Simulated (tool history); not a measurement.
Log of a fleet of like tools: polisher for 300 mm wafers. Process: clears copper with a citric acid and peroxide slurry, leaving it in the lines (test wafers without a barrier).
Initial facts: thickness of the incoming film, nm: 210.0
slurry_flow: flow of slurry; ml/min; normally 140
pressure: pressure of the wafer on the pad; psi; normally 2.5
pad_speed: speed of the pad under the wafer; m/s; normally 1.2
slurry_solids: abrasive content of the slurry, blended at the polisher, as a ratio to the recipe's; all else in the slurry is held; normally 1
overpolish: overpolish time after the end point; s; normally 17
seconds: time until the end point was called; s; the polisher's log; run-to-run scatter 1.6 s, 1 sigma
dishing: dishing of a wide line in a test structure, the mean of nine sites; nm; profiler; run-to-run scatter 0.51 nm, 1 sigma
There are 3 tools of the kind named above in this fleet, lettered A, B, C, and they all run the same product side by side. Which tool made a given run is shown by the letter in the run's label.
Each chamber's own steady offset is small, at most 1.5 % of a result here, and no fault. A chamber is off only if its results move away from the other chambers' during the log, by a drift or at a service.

run,hour,slurry_flow,pressure,pad_speed,slurry_solids,overpolish,seconds,dishing
1C,4.4,140,2.5,1.2,1,17,103.5,23.849
2B,8.6,140,2.5,1.2,1,17,100.77,23.644
3A,14.4,140,2.5,1.2,1,17,102.91,23.407
4A,18.1,140,2.5,1.2,1,17,102.53,23.175
5C,23,140,2.5,1.2,1,17,101.43,23.119
6B,26.4,140,2.5,1.2,1,17,105.4,23.255
# hour 27.6: chamber C: slurry blender recalibrated
7A,30.1,140,2.5,1.2,1,17,104.15,23.794
8B,34.3,140,2.5,1.2,1,17,104.06,23.907
9C,38.9,140,2.5,1.2,1,17,103.07,23.832
# hour 41.1: chamber C: slurry nozzle cleaned
# hour 42.2: chamber B: slurry nozzle cleaned
10B,44.7,140,2.5,1.2,1,17,101.41,24.241
# hour 46.7: chamber A: worn pad replaced by a new one
11C,47.4,140,2.5,1.2,1,17,103.27,23.521
# hour 49.7: chamber C: worn pad replaced by a new one
# hour 50.9: chamber A: slurry blender recalibrated
12A,52.2,100,2.5,1.2,1,17,111.5,23.383
13B,58,100,2.5,1.2,1,17,109.33,22.744
14C,61.2,100,2.5,1.2,1,17,108.06,22.048
15A,65.2,115,2.5,1.2,1,13,108.01,17.502
16A,70.9,115,2.5,1.2,1,13,104.96,18.241
17C,74.7,115,2.5,1.2,1,13,107.79,18.009
18B,78,140,2.5,1.2,1,17,104.58,23.671
19B,83.1,140,2.5,1.2,1,17,100.72,23.631
# hour 83.4: chamber B: worn pad replaced by a new one
20A,88.6,140,2.5,1.2,1,17,98.003,24.359
21C,92.5,140,3.2,0.8,1,17,119.53,21.378
# hour 94.9: chamber C: head pressure recalibrated
22C,95.9,140,3.2,0.8,1,17,119.64,20.725
23B,99.7,140,3.2,0.8,1,17,124.1,20.478
24A,104.3,140,2.5,1.2,1,17,101.97,24.355
25C,107.7,140,2.5,1.2,1,17,102.48,23.819
# hour 109.1: chamber B: head pressure recalibrated
# hour 109.7: chamber A: worn pad replaced by a new one
26A,111,140,2.5,1.2,1,17,103.07,24.018
27B,113.8,140,2.5,1.2,1,17,103.3,23.177
28B,120,140,2.5,1.2,1,17,104.37,24.927
29A,123.5,140,2.5,1.34,1,11,91.371,17.799
30C,127.1,140,2.5,1.34,1,11,91.693,17.663

Does one chamber stand apart from the rest, does the shared gauge drift, or is all well apart from small per-chamber offsets? Give the chamber and the most likely cause, where there is one.

The fleet is healthy, with each chamber sitting at its usual small offset and no drift in the gauge.

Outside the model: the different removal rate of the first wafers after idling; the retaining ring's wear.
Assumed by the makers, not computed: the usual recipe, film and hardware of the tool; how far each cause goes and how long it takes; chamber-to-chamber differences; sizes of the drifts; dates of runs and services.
